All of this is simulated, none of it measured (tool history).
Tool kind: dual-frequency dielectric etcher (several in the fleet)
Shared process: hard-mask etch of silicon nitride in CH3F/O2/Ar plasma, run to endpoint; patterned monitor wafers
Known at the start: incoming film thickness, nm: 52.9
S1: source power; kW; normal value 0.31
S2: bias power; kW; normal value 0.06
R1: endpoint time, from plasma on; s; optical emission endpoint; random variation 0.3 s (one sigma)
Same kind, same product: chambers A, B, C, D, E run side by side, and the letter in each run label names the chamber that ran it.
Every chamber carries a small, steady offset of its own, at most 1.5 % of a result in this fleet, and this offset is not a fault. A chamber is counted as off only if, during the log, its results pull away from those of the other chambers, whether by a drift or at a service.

| run | hour | S1 | S2 | R1 |
|---|---|---|---|---|
| 1C | 4 | 0.31 | 0.06 | 90.092 |
| 2B | 11.3 | 0.31 | 0.06 | 89.426 |
|  | 15 | chamber B: wet clean of the chamber |
| 3E | 16.3 | 0.31 | 0.06 | 90.243 |
| 4A | 23.7 | 0.31 | 0.06 | 89.646 |
| 5D | 29.2 | 0.31 | 0.06 | 89.699 |
| 6A | 33 | 0.31 | 0.06 | 89.78 |
| 7D | 39 | 0.31 | 0.06 | 90.041 |
| 8E | 44.9 | 0.31 | 0.06 | 90.285 |
| 9C | 48.6 | 0.31 | 0.06 | 89.825 |
| 10B | 56.1 | 0.31 | 0.06 | 88.925 |
| 11D | 63.7 | 0.31 | 0.06 | 90.185 |
| 12E | 70.9 | 0.31 | 0.06 | 90.264 |
| 13B | 75.6 | 0.31 | 0.06 | 89.347 |
| 14C | 83.3 | 0.31 | 0.06 | 90.214 |
| 15A | 90.6 | 0.31 | 0.052 | 94.084 |
| 16A | 97.7 | 0.31 | 0.052 | 94.334 |
| 17D | 102.6 | 0.31 | 0.052 | 94.025 |
| 18B | 108.3 | 0.31 | 0.052 | 92.879 |
| 19C | 115.3 | 0.31 | 0.052 | 94.722 |
| 20E | 121.9 | 0.31 | 0.06 | 90.529 |
| 21A | 126.5 | 0.31 | 0.065 | 87.378 |
| 22B | 132.3 | 0.31 | 0.065 | 86.918 |
| 23D | 137.8 | 0.31 | 0.065 | 87.291 |
| 24E | 144 | 0.31 | 0.065 | 87.572 |
| 25C | 149.1 | 0.31 | 0.065 | 87.925 |
| 26C | 152.7 | 0.33 | 0.073 | 82.47 |
| 27A | 160.4 | 0.33 | 0.073 | 82.115 |
| 28B | 164.8 | 0.33 | 0.073 | 81.728 |
| 29D | 169.8 | 0.33 | 0.073 | 82.249 |
| 30E | 174 | 0.33 | 0.073 | 82.626 |
| 31C | 181.5 | 0.31 | 0.06 | 89.662 |
| 32E | 188.9 | 0.31 | 0.06 | 90.332 |
|  | 189 | chamber C: bias power generator calibrated |
| 33B | 196.5 | 0.31 | 0.06 | 89.671 |
| 34A | 203.4 | 0.37 | 0.066 | 81.238 |
| 35D | 210.6 | 0.37 | 0.066 | 81.716 |
|  | 215.7 | chamber D: wet clean of the chamber |
| 36E | 215.7 | 0.37 | 0.066 | 81.954 |
|  | 216.1 | chamber B: source power generator calibrated |
| 37A | 221.8 | 0.37 | 0.066 | 81.167 |
| 38B | 227.3 | 0.37 | 0.066 | 80.606 |
| 39C | 234.8 | 0.31 | 0.06 | 89.842 |
| 40D | 239.5 | 0.31 | 0.06 | 89.771 |
| 41B | 245.6 | 0.31 | 0.06 | 88.999 |
| 42A | 251.3 | 0.31 | 0.06 | 89.955 |
| 43D | 254.9 | 0.31 | 0.06 | 89.6 |

All chambers now run identical settings, listed one chamber a line with results as question marks. What results will each chamber show?
| 44A | 260.8 | 0.37 | 0.06 | ? |
| 44B | 260.8 | 0.37 | 0.06 | ? |
| 44C | 260.8 | 0.37 | 0.06 | ? |
| 44D | 260.8 | 0.37 | 0.06 | ? |
| 44E | 260.8 | 0.37 | 0.06 | ? |

| run | R1 |
|---|---|
| 44A | 84.002 |
| 44B | 83.019 |
| 44C | 84.316 |
| 44D | 83.987 |
| 44E | 84.592 |

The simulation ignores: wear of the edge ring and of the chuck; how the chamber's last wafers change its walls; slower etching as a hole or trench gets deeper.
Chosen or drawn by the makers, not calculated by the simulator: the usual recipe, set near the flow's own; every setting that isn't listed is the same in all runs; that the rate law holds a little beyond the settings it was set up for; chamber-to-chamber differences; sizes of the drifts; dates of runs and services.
